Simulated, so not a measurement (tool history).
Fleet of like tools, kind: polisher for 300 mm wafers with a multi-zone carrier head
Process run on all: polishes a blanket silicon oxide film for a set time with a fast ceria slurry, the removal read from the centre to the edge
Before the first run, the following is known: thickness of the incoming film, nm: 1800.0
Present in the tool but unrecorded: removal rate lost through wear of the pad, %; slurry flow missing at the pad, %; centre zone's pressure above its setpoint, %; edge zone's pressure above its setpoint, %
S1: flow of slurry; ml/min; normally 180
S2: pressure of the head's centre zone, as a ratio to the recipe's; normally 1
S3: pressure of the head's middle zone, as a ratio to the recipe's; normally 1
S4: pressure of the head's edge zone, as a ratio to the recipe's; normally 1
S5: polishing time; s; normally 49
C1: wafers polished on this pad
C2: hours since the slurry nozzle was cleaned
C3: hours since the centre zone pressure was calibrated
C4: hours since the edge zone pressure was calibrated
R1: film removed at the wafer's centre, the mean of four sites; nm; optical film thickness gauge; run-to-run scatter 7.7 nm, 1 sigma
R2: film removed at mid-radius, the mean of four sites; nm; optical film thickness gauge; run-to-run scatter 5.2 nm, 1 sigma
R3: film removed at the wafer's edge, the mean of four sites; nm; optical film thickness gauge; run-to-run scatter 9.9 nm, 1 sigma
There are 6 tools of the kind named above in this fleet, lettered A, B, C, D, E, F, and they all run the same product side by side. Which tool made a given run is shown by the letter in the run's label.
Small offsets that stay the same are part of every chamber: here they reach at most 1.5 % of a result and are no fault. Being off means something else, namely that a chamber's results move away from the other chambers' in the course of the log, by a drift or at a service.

run,hour,S1,S2,S3,S4,S5,C1,C2,C3,C4,R1,R2,R3
# hour 1.1: chamber B: centre zone pressure recalibrated
1F,2.3,180,1,1,1,49,632,31.1,582.8,552.6,724.12,731.61,721.29
2A,6.6,180,1,1,1,49,379,486.2,204.6,53.4,753.52,735.8,761.31
3E,8.9,180,1,1,1,49,618,184.4,81.9,391.2,726.04,739.86,743.6
4B,11.8,180,1,1,1,49,227,375.8,10.8,330.1,738.67,735.44,732.34
5C,14.9,180,1,1,1,49,815,158.3,621.3,832.3,748.72,734.13,745.59
6D,19.3,180,1,1,1,49,625,309.5,517.7,261.3,740.17,723.32,728.95
7B,24.1,180,1,1,1,57,362,388.1,23.1,342.4,849.39,861.63,868.15
# hour 27.2: chamber B: slurry nozzle cleaned
8C,27.7,180,1,1,1,57,956,171.1,634.1,845.1,863.49,838.57,873.3
# hour 28.3: chamber D: worn pad replaced by a new one
9E,32.1,180,1,1,1,57,873,207.6,105.1,414.4,860.04,838.58,853.52
10A,34.8,180,1,1,1,57,689,514.4,232.8,81.6,860.27,853.43,878.94
11F,38.9,180,1,1,1,57,1034,67.7,619.4,589.2,849.8,854.44,859.04
12D,42.1,180,1,1,1,57,152,332.3,540.5,284.1,847.39,842.91,844.05
# hour 42.5: chamber D: slurry nozzle cleaned
# hour 43.6: chamber F: worn pad replaced by a new one
13B,46.5,180,1,1,1,49,608,19.3,45.5,364.8,741.87,734.11,751.17
# hour 46.6: chamber E: worn pad replaced by a new one
14E,49.2,180,1,1,1,49,29,224.7,122.2,431.5,724.3,731.84,729.4
15F,54.3,180,1.1,1,1,49,118,83.1,634.8,604.6,834.39,740.95,735.65
16C,59.3,180,1.1,1,1,49,1304,202.7,665.7,876.7,804.84,707.33,709.63
17A,63.8,180,1.1,1,1,49,1008,543.4,261.8,110.6,808.98,734.67,744.27
18D,67,180,1.1,1,1,49,426,24.5,565.4,309,821.19,720.65,738.64
19A,70.4,180,1.1,1,1,49,1081,550,268.4,117.2,811.04,732.6,748.08
# hour 72.2: chamber A: worn pad replaced by a new one
20B,72.8,180,1.1,1,1,49,898,45.6,71.8,391.1,808.9,743.88,717.32
21D,75.2,180,1,1,1.1,49,516,32.7,573.6,317.2,736.5,733.09,777.66
22E,79.3,180,1,1,1.1,49,360,254.8,152.3,461.6,735.25,726.08,768.41
23F,83.4,180,1,1,1.1,49,438,112.2,663.9,633.7,728.4,729.99,790.94
24C,85.9,180,1,1,1.1,49,1596,229.3,692.3,903.3,703.44,690.89,728.76
25E,88.6,180,1,1,1.1,49,462,264.1,161.6,470.9,740.91,727.28,761.93
# hour 91: chamber D: worn pad replaced by a new one
26B,92.6,180,1,1,1.1,49,1115,65.4,91.6,410.9,735.71,739.45,786.28
27C,95.1,180,1,1,1,49,1697,238.5,701.5,912.5,689.52,677.21,678.81
28A,100.2,180,1,1,1,49,308,579.8,298.2,147,736.23,736.11,761.62
29F,103.4,180,1,1,1,49,658,132.2,683.9,653.7,738.11,735.85,748.25
30D,107.7,180,1,1,1,49,184,65.2,606.1,349.7,747.14,734.28,749.54
31E,110.2,180,1,1,1,49,700,285.7,183.2,492.5,730.4,725.65,749.42
32A,114.4,180,1,1,1,49,464,594,312.4,161.2,734.38,738.34,752.8
33B,116.7,180,1,1,1,49,1380,89.5,115.7,435,736.76,742.06,743.63
34C,120.6,180,1,1,1,49,1978,264,727,938,666.44,651.85,658.54
35D,123.8,180,1.09,1,1,49,361,81.3,622.2,365.8,803.97,729.8,744.26
36F,126.1,180,1.09,1,1,49,907,154.9,706.6,676.4,802.73,735.37,733.92
37C,128.9,180,1.09,1,1,49,2069,272.3,735.3,946.3,719.16,647.23,657.43

Predict what each chamber gives when all 6 of them run the settings below next.
38A,132.6,180,1,0.89,1,49,,,,,?,?,?
38B,132.6,180,1,0.89,1,49,,,,,?,?,?
38C,132.6,180,1,0.89,1,49,,,,,?,?,?
38D,132.6,180,1,0.89,1,49,,,,,?,?,?
38E,132.6,180,1,0.89,1,49,,,,,?,?,?
38F,132.6,180,1,0.89,1,49,,,,,?,?,?

run,R1,R2,R3
38A,749.78,665.08,745.13
38B,719.74,659.75,732.27
38C,651.32,576.39,662.3
38D,729.6,661.11,733.67
38E,732.94,657.07,745.19
38F,732.28,657.31,728.19

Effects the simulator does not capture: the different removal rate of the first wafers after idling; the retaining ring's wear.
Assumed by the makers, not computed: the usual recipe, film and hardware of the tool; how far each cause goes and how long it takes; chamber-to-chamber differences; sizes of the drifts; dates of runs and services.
